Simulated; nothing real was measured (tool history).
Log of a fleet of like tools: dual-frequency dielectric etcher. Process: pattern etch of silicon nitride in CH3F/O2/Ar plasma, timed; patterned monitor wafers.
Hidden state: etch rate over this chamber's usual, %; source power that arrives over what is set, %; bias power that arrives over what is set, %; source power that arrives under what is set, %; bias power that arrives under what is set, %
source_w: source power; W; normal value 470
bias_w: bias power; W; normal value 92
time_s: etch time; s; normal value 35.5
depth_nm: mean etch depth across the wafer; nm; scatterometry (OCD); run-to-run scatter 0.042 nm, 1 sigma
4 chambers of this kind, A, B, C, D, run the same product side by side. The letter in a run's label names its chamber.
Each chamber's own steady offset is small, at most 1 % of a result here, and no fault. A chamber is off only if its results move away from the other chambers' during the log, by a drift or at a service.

run,hour,source_w,bias_w,time_s,hours since the last wet clean,hours since the last source power generator calibration,hours since the last bias power generator calibration,"read-back reference wafer on the same gauge, depth_nm",depth_nm
1B,6.1,470,92,35.5,232.3,184.8,2142,31.292,28.942
2C,13.1,470,92,35.5,129.2,206.1,1125.9,31.286,28.559
3A,19.3,470,92,35.5,128,493.6,480.2,31.284,28.784
4D,24.4,470,92,35.5,188.1,389.3,1668.8,31.262,28.754
5D,31.7,470,92,35.5,195.4,396.6,1676.1,31.265,28.767
6C,38.4,470,92,35.5,154.5,231.4,1151.2,31.243,28.522
7B,44.3,470,92,35.5,270.5,223,2180.2,31.241,28.91
8A,52.4,470,92,35.5,161.1,526.7,513.3,31.238,28.736
9C,60.6,470,92,35.5,176.7,253.6,1173.4,31.233,28.512
10D,66.1,470,92,35.5,229.8,431,1710.5,31.223,28.644
# hour 69.6: chamber B: bias power generator calibrated
11A,70.8,390,81,35.5,179.5,545.1,531.7,31.22,25.542
12B,76.8,390,81,35.5,303,255.5,7.3,31.206,25.665
13D,81,390,81,35.5,244.7,445.9,1725.4,31.218,25.601
14C,88.6,390,81,35.5,204.7,281.6,1201.4,31.195,25.35
15B,95.9,470,92,35.5,322.1,274.6,26.4,31.196,28.76
16A,101.3,470,92,35.5,210,575.6,562.2,31.174,28.66
17B,109.2,470,92,35.5,335.4,287.9,39.7,31.172,28.765
18D,115.7,470,92,35.5,279.4,480.6,1760.1,31.159,28.625
19C,121.6,470,92,35.5,237.7,314.6,1234.4,31.161,28.437
20A,126.5,470,92,35.5,235.2,600.8,587.4,31.145,28.701
21D,133.5,470,92,35.5,297.2,498.4,1777.9,31.156,28.594
22B,141.6,470,92,35.5,367.8,320.3,72.1,31.14,28.701
23C,147.4,470,92,35.5,263.5,340.4,1260.2,31.117,28.373
24A,154.2,470,92,35.5,262.9,628.5,615.1,31.101,28.592

All chambers now run identical settings, listed one chamber a line with results as question marks. What results will each chamber show?
25A,160.1,590,92,35.5,,,,,?
25B,160.1,590,92,35.5,,,,,?
25C,160.1,590,92,35.5,,,,,?
25D,160.1,590,92,35.5,,,,,?

run,depth_nm
25A,31.17
25B,31.32
25C,30.945
25D,31.01

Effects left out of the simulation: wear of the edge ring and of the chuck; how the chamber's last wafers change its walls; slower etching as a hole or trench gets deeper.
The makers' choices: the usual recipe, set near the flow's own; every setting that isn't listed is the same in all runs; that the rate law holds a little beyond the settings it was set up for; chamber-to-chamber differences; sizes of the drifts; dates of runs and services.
